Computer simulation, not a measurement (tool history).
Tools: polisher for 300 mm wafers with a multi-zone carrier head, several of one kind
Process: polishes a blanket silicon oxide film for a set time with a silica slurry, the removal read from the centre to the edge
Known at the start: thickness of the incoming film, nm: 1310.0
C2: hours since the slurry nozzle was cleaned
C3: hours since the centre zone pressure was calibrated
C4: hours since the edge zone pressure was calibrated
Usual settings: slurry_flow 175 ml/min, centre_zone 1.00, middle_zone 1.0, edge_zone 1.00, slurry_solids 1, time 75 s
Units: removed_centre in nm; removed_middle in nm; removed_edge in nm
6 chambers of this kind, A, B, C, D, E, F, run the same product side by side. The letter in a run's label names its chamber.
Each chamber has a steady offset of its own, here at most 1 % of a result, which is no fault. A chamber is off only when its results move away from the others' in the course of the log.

Run 1E, hour 5.0: usual settings; wafers polished on this pad 901; C2 243.3; C3 498.1; C4 659.1. Result: removed_centre 308.61 nm, removed_middle 305.58 nm, removed_edge 320.68 nm.
Run 2B, hour 11.3: usual settings; wafers polished on this pad 586; C2 220.9; C3 172.5; C4 500.0. Result: removed_centre 316.41 nm, removed_middle 305.75 nm, removed_edge 313.99 nm.
At hour 19.2: chamber A: centre zone pressure recalibrated.
At hour 20.2: chamber E: worn pad replaced by a new one.
Run 3D, hour 20.6: usual settings; wafers polished on this pad 1059; C2 87.3; C3 426.6; C4 174.0. Result: removed_centre 313.57 nm, removed_middle 305.61 nm, removed_edge 312.86 nm.
At hour 28.5: chamber D: worn pad replaced by a new one.
Run 4A, hour 31.2: usual settings; wafers polished on this pad 420; C2 381.0; C3 12.0; C4 687.6. Result: removed_centre 304.96 nm, removed_middle 307.02 nm, removed_edge 309.51 nm.
At hour 31.8: chamber E: slurry nozzle cleaned.
Run 5F, hour 36.9: usual settings but slurry_flow 220 ml/min, middle_zone 1.1; wafers polished on this pad 875; C2 308.3; C3 155.4; C4 439.2. Result: removed_centre 316.94 nm, removed_middle 348.18 nm, removed_edge 312.68 nm.
At hour 41.7: chamber A: worn pad replaced by a new one.
Run 6C, hour 44.7: usual settings but slurry_flow 220 ml/min, middle_zone 1.1; wafers polished on this pad 515; C2 337.2; C3 133.7; C4 133.8. Result: removed_centre 326.43 nm, removed_middle 351.46 nm, removed_edge 315.30 nm.
Run 7E, hour 51.7: usual settings but slurry_flow 220 ml/min, middle_zone 1.1; wafers polished on this pad 299; C2 19.9; C3 544.8; C4 705.8. Result: removed_centre 328.69 nm, removed_middle 347.28 nm, removed_edge 313.81 nm.
Run 8B, hour 61.1: usual settings but slurry_flow 220 ml/min, middle_zone 1.1; wafers polished on this pad 1059; C2 270.7; C3 222.3; C4 549.8. Result: removed_centre 322.35 nm, removed_middle 345.53 nm, removed_edge 324.40 nm.
Run 9D, hour 68.3: usual settings but slurry_flow 220 ml/min, middle_zone 1.1; wafers polished on this pad 379; C2 135.0; C3 474.3; C4 221.7. Result: removed_centre 328.72 nm, removed_middle 350.26 nm, removed_edge 329.13 nm.
Run 10C, hour 78.2: usual settings but slurry_flow 220 ml/min, middle_zone 1.1; wafers polished on this pad 834; C2 370.7; C3 167.2; C4 167.3. Result: removed_centre 329.98 nm, removed_middle 349.56 nm, removed_edge 328.00 nm.
At hour 81.9: chamber B: worn pad replaced by a new one.
Run 11F, hour 84.5: usual settings; wafers polished on this pad 1328; C2 355.9; C3 203.0; C4 486.8. Result: removed_centre 306.23 nm, removed_middle 316.96 nm, removed_edge 314.32 nm.
At hour 87.7: chamber F: worn pad replaced by a new one.
Run 12A, hour 94.4: usual settings but slurry_flow 220 ml/min, centre_zone 1.05; wafers polished on this pad 501; C2 444.2; C3 75.2; C4 750.8. Result: removed_centre 352.75 nm, removed_middle 321.64 nm, removed_edge 317.86 nm.
Run 13F, hour 100.9: usual settings but slurry_flow 220 ml/min, centre_zone 1.05; wafers polished on this pad 126; C2 372.3; C3 219.4; C4 503.2. Result: removed_centre 339.57 nm, removed_middle 325.55 nm, removed_edge 316.52 nm.
At hour 109.8: chamber C: worn pad replaced by a new one.
Run 14E, hour 112.2: usual settings but slurry_flow 220 ml/min, centre_zone 1.05; wafers polished on this pad 875; C2 80.4; C3 605.3; C4 766.3. Result: removed_centre 341.10 nm, removed_middle 325.37 nm, removed_edge 322.05 nm.
At hour 115.1: chamber A: worn pad replaced by a new one.
Run 15C, hour 123.4: usual settings but slurry_flow 220 ml/min, centre_zone 1.05; wafers polished on this pad 130; C2 415.9; C3 212.4; C4 212.5. Result: removed_centre 338.62 nm, removed_middle 323.46 nm, removed_edge 317.43 nm.
At hour 125.9: chamber E: centre zone pressure recalibrated.
Run 16A, hour 129.0: usual settings but slurry_flow 220 ml/min, centre_zone 1.05; wafers polished on this pad 132; C2 478.8; C3 109.8; C4 785.4. Result: removed_centre 337.75 nm, removed_middle 325.15 nm, removed_edge 324.48 nm.
At hour 136.8: chamber A: slurry nozzle cleaned.
Run 17D, hour 140.4: usual settings but slurry_flow 220 ml/min, centre_zone 1.05; wafers polished on this pad 1064; C2 207.1; C3 546.4; C4 293.8. Result: removed_centre 339.69 nm, removed_middle 320.45 nm, removed_edge 325.04 nm.
Run 18B, hour 149.0: usual settings; wafers polished on this pad 638; C2 358.6; C3 310.2; C4 637.7. Result: removed_centre 311.71 nm, removed_middle 303.45 nm, removed_edge 320.49 nm.
At hour 150.1: chamber E: worn pad replaced by a new one.
At hour 153.4: chamber D: worn pad replaced by a new one.
Run 19B, hour 154.3: usual settings; wafers polished on this pad 688; C2 363.9; C3 315.5; C4 643.0. Result: removed_centre 311.68 nm, removed_middle 309.10 nm, removed_edge 312.20 nm.
Run 20F, hour 165.6: usual settings; wafers polished on this pad 741; C2 437.0; C3 284.1; C4 567.9. Result: removed_centre 304.81 nm, removed_middle 314.42 nm, removed_edge 308.87 nm.
Run 21C, hour 171.3: usual settings; wafers polished on this pad 585; C2 463.8; C3 260.3; C4 260.4. Result: removed_centre 307.78 nm, removed_middle 312.09 nm, removed_edge 313.22 nm.
At hour 174.5: chamber A: worn pad replaced by a new one.
Run 22D, hour 178.9: usual settings; wafers polished on this pad 243; C2 245.6; C3 584.9; C4 332.3. Result: removed_centre 313.93 nm, removed_middle 311.99 nm, removed_edge 315.33 nm.
Run 23A, hour 190.6: usual settings but centre_zone 1.04, edge_zone 0.89; wafers polished on this pad 153; C2 53.8; C3 171.4; C4 847.0. Result: removed_centre 317.08 nm, removed_middle 311.72 nm, removed_edge 295.85 nm.
At hour 192.4: chamber B: centre zone pressure recalibrated.
Run 24E, hour 197.8: usual settings but centre_zone 1.04, edge_zone 0.89; wafers polished on this pad 454; C2 166.0; C3 71.9; C4 851.9. Result: removed_centre 328.83 nm, removed_middle 312.27 nm, removed_edge 302.71 nm.
At hour 202.7: chamber A: edge zone pressure recalibrated.
Run 25A, hour 203.2: usual settings but centre_zone 1.04, edge_zone 0.89; wafers polished on this pad 272; C2 66.4; C3 184.0; C4 0.6. Result: removed_centre 322.66 nm, removed_middle 308.86 nm, removed_edge 292.32 nm.
At hour 206.2: chamber B: slurry nozzle cleaned.
Run 26F, hour 214.1: usual settings but centre_zone 1.04, edge_zone 0.89; wafers polished on this pad 1202; C2 485.5; C3 332.6; C4 616.4. Result: removed_centre 314.98 nm, removed_middle 306.37 nm, removed_edge 283.33 nm.
At hour 214.5: chamber F: worn pad replaced by a new one.
At hour 217.7: chamber B: worn pad replaced by a new one.
At hour 222.8: chamber C: worn pad replaced by a new one.
Run 27C, hour 224.9: usual settings but centre_zone 1.04, edge_zone 0.89; wafers polished on this pad 20; C2 517.4; C3 313.9; C4 314.0. Result: removed_centre 326.90 nm, removed_middle 310.44 nm, removed_edge 292.23 nm.
Run 28B, hour 235.7: usual settings but centre_zone 1.04, edge_zone 0.89; wafers polished on this pad 171; C2 29.6; C3 43.4; C4 724.4. Result: removed_centre 324.83 nm, removed_middle 307.46 nm, removed_edge 299.15 nm.
At hour 235.9: chamber A: worn pad replaced by a new one.
Run 29D, hour 245.3: usual settings; wafers polished on this pad 874; C2 312.0; C3 651.3; C4 398.7. Result: removed_centre 307.60 nm, removed_middle 308.12 nm, removed_edge 310.67 nm.
At hour 249.2: chamber E: worn pad replaced by a new one.
Run 30E, hour 255.2: usual settings; wafers polished on this pad 57; C2 223.4; C3 129.3; C4 909.3. Result: removed_centre 313.30 nm, removed_middle 307.86 nm, removed_edge 311.22 nm.
Run 31E, hour 260.8: usual settings; wafers polished on this pad 110; C2 229.0; C3 134.9; C4 914.9. Result: removed_centre 307.13 nm, removed_middle 315.40 nm, removed_edge 305.46 nm.
Run 32A, hour 272.1: usual settings; wafers polished on this pad 344; C2 135.3; C3 252.9; C4 69.5. Result: removed_centre 311.81 nm, removed_middle 311.57 nm, removed_edge 311.00 nm.
Run 33F, hour 281.3: usual settings; wafers polished on this pad 635; C2 552.7; C3 399.8; C4 683.6. Result: removed_centre 278.80 nm, removed_middle 294.97 nm, removed_edge 294.51 nm.
At hour 282.2: chamber D: worn pad replaced by a new one.
Run 34C, hour 286.3: usual settings; wafers polished on this pad 604; C2 578.8; C3 375.3; C4 375.4. Result: removed_centre 317.68 nm, removed_middle 313.50 nm, removed_edge 309.76 nm.
Run 35D, hour 294.5: usual settings; wafers polished on this pad 117; C2 361.2; C3 700.5; C4 447.9. Result: removed_centre 313.38 nm, removed_middle 312.64 nm, removed_edge 318.93 nm.
At hour 300.0: chamber A: worn pad replaced by a new one.
Run 36B, hour 305.1: usual settings; wafers polished on this pad 831; C2 99.0; C3 112.8; C4 793.8. Result: removed_centre 310.24 nm, removed_middle 309.81 nm, removed_edge 315.61 nm.
Run 37B, hour 312.9: usual settings; wafers polished on this pad 905; C2 106.8; C3 120.6; C4 801.6. Result: removed_centre 302.15 nm, removed_middle 309.41 nm, removed_edge 317.84 nm.
Run 38A, hour 321.2: usual settings; wafers polished on this pad 201; C2 184.4; C3 302.0; C4 118.6. Result: removed_centre 308.12 nm, removed_middle 309.37 nm, removed_edge 318.14 nm.

Is one chamber off against the others, does the gauge drift, or is nothing wrong? If a chamber is off, say which, and what the likeliest cause is.

Chamber F drifts away from the others.
Cause: slurry flow missing at the pad, % = 34.9.

Here are 4 candidates for chamber F's next run, each the usual settings with a change, their results left as question marks. Which one brings its results back in line with what the others give on the usual settings?
In line means no further than this from the other chambers' mean on the usual settings: removed_centre 16.00 nm; removed_middle 15.00 nm; removed_edge 15.00 nm
Run 39F-1, hour 329.6: usual settings but slurry_flow 170 ml/min, centre_zone 0.97, edge_zone 1.01, time 71 s. Result: removed_centre ?, removed_middle ?, removed_edge ?.
Run 39F-2, hour 329.6: usual settings but slurry_flow 180 ml/min, centre_zone 1.03, edge_zone 0.99, time 80 s. Result: removed_centre ?, removed_middle ?, removed_edge ?.
Run 39F-3, hour 329.6: usual settings but slurry_flow 165 ml/min, centre_zone 0.95, edge_zone 1.02, slurry_solids 0.95, time 67 s. Result: removed_centre ?, removed_middle ?, removed_edge ?.
Run 39F-4, hour 329.6: usual settings but slurry_flow 185 ml/min, centre_zone 1.05, edge_zone 0.98, slurry_solids 1.05, time 83 s. Result: removed_centre ?, removed_middle ?, removed_edge ?.

The other chambers' mean on the usual settings: removed_centre 312.13 nm; removed_middle 311.04 nm; removed_edge 312.47 nm
  run  removed_centre  removed_middle  removed_edge
39F-1          254.43          272.42        274.51
39F-2          311.17          311.29        309.17
39F-3          227.19          249.18        252.98
39F-4          339.46          332.21        327.61
39F-2 brings the chamber back in line.

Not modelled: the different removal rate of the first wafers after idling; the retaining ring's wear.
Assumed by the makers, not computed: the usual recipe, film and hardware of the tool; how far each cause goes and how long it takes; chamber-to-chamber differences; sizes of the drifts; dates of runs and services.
